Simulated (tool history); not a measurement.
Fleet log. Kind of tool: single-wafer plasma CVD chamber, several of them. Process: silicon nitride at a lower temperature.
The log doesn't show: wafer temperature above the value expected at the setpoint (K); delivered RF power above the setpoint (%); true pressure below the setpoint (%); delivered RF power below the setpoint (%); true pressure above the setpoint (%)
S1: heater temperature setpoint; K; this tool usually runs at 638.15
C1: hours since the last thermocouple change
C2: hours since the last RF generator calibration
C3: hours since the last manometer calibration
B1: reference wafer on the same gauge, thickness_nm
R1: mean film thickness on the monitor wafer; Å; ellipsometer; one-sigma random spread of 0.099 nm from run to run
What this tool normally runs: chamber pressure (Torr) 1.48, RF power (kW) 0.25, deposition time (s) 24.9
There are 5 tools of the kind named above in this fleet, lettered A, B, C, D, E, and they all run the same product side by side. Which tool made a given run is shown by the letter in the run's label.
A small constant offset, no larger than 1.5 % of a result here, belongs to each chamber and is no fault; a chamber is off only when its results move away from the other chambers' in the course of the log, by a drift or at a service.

Run 1D, hour 9: usual settings; C1 434.2; C2 1006; C3 1609.2; B1 23.904. Result: R1 247.95 Å.
Run 2C, hour 17.6: usual settings; C1 609.7; C2 1146.7; C3 771.6; B1 23.901. Result: R1 250.12 Å.
Run 3E, hour 22.6: usual settings; C1 875.1; C2 737.7; C3 1165.2; B1 23.906. Result: R1 249.96 Å.
Run 4A, hour 27.1: usual settings; C1 234.5; C2 1280.2; C3 831.2; B1 23.916. Result: R1 252.19 Å.
Run 5B, hour 31.6: usual settings; C1 231; C2 206.3; C3 497.8; B1 23.889. Result: R1 249.16 Å.
Run 6A, hour 35.7: usual settings; C1 243.1; C2 1288.8; C3 839.8; B1 23.921. Result: R1 251 Å.
Run 7C, hour 41.2: usual settings; C1 633.3; C2 1170.3; C3 795.2; B1 23.888. Result: R1 250.56 Å.
Run 8B, hour 47.4: usual settings; C1 246.8; C2 222.1; C3 513.6; B1 23.871. Result: R1 250.75 Å.
Run 9D, hour 52.8: usual settings; C1 478; C2 1049.8; C3 1653; B1 23.908. Result: R1 247.09 Å.
Run 10E, hour 59.7: usual settings; C1 912.2; C2 774.8; C3 1202.3; B1 23.922. Result: R1 249.02 Å.
Run 11A, hour 66.2: usual settings but RF power (kW) 0.21, deposition time (s) 26.9; C1 273.6; C2 1319.3; C3 870.3; B1 23.872. Result: R1 239.24 Å.
Run 12C, hour 73.2: usual settings but RF power (kW) 0.21, deposition time (s) 26.9; C1 665.3; C2 1202.3; C3 827.2; B1 23.903. Result: R1 238.95 Å.
Run 13D, hour 78.7: usual settings but RF power (kW) 0.21, deposition time (s) 26.9; C1 503.9; C2 1075.7; C3 1678.9; B1 23.895. Result: R1 234.38 Å.
Run 14B, hour 83.6: usual settings but RF power (kW) 0.21, deposition time (s) 26.9; C1 283; C2 258.3; C3 549.8; B1 23.89. Result: R1 238.32 Å.
At hour 88.4: chamber E: RF generator calibrated.
Run 15E, hour 89.3: usual settings but RF power (kW) 0.21, deposition time (s) 26.9; C1 941.8; C2 0.9; C3 1231.9; B1 23.916. Result: R1 237.17 Å.
Run 16B, hour 95.5: usual settings; C1 294.9; C2 270.2; C3 561.7; B1 23.892. Result: R1 250.04 Å.
Run 17C, hour 103.1: usual settings but S1 625.15 K, deposition time (s) 21; C1 695.2; C2 1232.2; C3 857.1; B1 23.914. Result: R1 212.19 Å.
Run 18D, hour 108.5: usual settings but S1 625.15 K, deposition time (s) 21; C1 533.7; C2 1105.5; C3 1708.7; B1 23.908. Result: R1 212.31 Å.
Run 19A, hour 116.9: usual settings but S1 625.15 K, deposition time (s) 21; C1 324.3; C2 1370; C3 921; B1 23.885. Result: R1 213.06 Å.
Run 20E, hour 123.7: usual settings but S1 625.15 K, deposition time (s) 21; C1 976.2; C2 35.3; C3 1266.3; B1 23.877. Result: R1 210.98 Å.
Run 21E, hour 130.7: usual settings but S1 625.15 K, deposition time (s) 21; C1 983.2; C2 42.3; C3 1273.3; B1 23.9. Result: R1 213.12 Å.
Run 22D, hour 137.4: usual settings; C1 562.6; C2 1134.4; C3 1737.6; B1 23.916. Result: R1 248.04 Å.
Run 23C, hour 142.6: usual settings; C1 734.7; C2 1271.7; C3 896.6; B1 23.916. Result: R1 247.65 Å.
Run 24B, hour 148.3: usual settings; C1 347.7; C2 323; C3 614.5; B1 23.918. Result: R1 250.56 Å.
Run 25A, hour 152.7: usual settings; C1 360.1; C2 1405.8; C3 956.8; B1 23.885. Result: R1 248.65 Å.
Run 26E, hour 161.5: usual settings; C1 1014; C2 73.1; C3 1304.1; B1 23.886. Result: R1 249.82 Å.
Run 27C, hour 166.4: usual settings but S1 652.15 K, deposition time (s) 23.3; C1 758.5; C2 1295.5; C3 920.4; B1 23.895. Result: R1 229.3 Å.
Run 28A, hour 174.7: usual settings but S1 652.15 K, deposition time (s) 23.3; C1 382.1; C2 1427.8; C3 978.8; B1 23.896. Result: R1 234.07 Å.
Run 29D, hour 181.3: usual settings but S1 652.15 K, deposition time (s) 23.3; C1 606.5; C2 1178.3; C3 1781.5; B1 23.91. Result: R1 229.93 Å.
At hour 183: chamber E: capacitance manometer re-zeroed and calibrated.
Run 30B, hour 190.2: usual settings but S1 652.15 K, deposition time (s) 23.3; C1 389.6; C2 364.9; C3 656.4; B1 23.918. Result: R1 233.46 Å.
Run 31B, hour 197.4: usual settings but S1 652.15 K, deposition time (s) 23.3; C1 396.8; C2 372.1; C3 663.6; B1 23.909. Result: R1 234.12 Å.
Run 32D, hour 203.6: usual settings; C1 628.8; C2 1200.6; C3 1803.8; B1 23.927. Result: R1 245.61 Å.
Run 33E, hour 212.8: usual settings; C1 1065.3; C2 124.4; C3 29.9; B1 23.9. Result: R1 250.17 Å.
Run 34A, hour 217: usual settings; C1 424.4; C2 1470.1; C3 1021.1; B1 23.916. Result: R1 251.32 Å.
Run 35C, hour 226.1: usual settings; C1 818.2; C2 1355.2; C3 980.1; B1 23.868. Result: R1 242.25 Å.
Run 36A, hour 235.2: usual settings; C1 442.6; C2 1488.3; C3 1039.3; B1 23.88. Result: R1 251.04 Å.
Run 37D, hour 240.2: usual settings but chamber pressure (Torr) 1.22, deposition time (s) 26.4; C1 665.4; C2 1237.2; C3 1840.4; B1 23.893. Result: R1 247.55 Å.
Run 38E, hour 244.8: usual settings but chamber pressure (Torr) 1.22, deposition time (s) 26.4; C1 1097.3; C2 156.4; C3 61.9; B1 23.888. Result: R1 249.26 Å.
Run 39C, hour 251.1: usual settings but chamber pressure (Torr) 1.22, deposition time (s) 26.4; C1 843.2; C2 1380.2; C3 1005.1; B1 23.915. Result: R1 242.35 Å.
Run 40B, hour 256: usual settings but chamber pressure (Torr) 1.22, deposition time (s) 26.4; C1 455.4; C2 430.7; C3 722.2; B1 23.889. Result: R1 251.81 Å.
Run 41C, hour 260.2: usual settings but chamber pressure (Torr) 1.22, deposition time (s) 26.4; C1 852.3; C2 1389.3; C3 1014.2; B1 23.884. Result: R1 241.15 Å.
Run 42A, hour 269: usual settings; C1 476.4; C2 1522.1; C3 1073.1; B1 23.896. Result: R1 249.86 Å.
Run 43B, hour 273.6: usual settings; C1 473; C2 448.3; C3 739.8; B1 23.886. Result: R1 250.27 Å.
Run 44D, hour 279.6: usual settings; C1 704.8; C2 1276.6; C3 1879.8; B1 23.892. Result: R1 246.57 Å.

Predict what each chamber gives when all 5 of them run the settings below next.
Run 45A, hour 286.2: usual settings. Result: R1 ?.
Run 45B, hour 286.2: usual settings. Result: R1 ?.
Run 45C, hour 286.2: usual settings. Result: R1 ?.
Run 45D, hour 286.2: usual settings. Result: R1 ?.
Run 45E, hour 286.2: usual settings. Result: R1 ?.

run      R1
45A  251.18
45B  248.75
45C   239.4
45D  246.08
45E  249.14
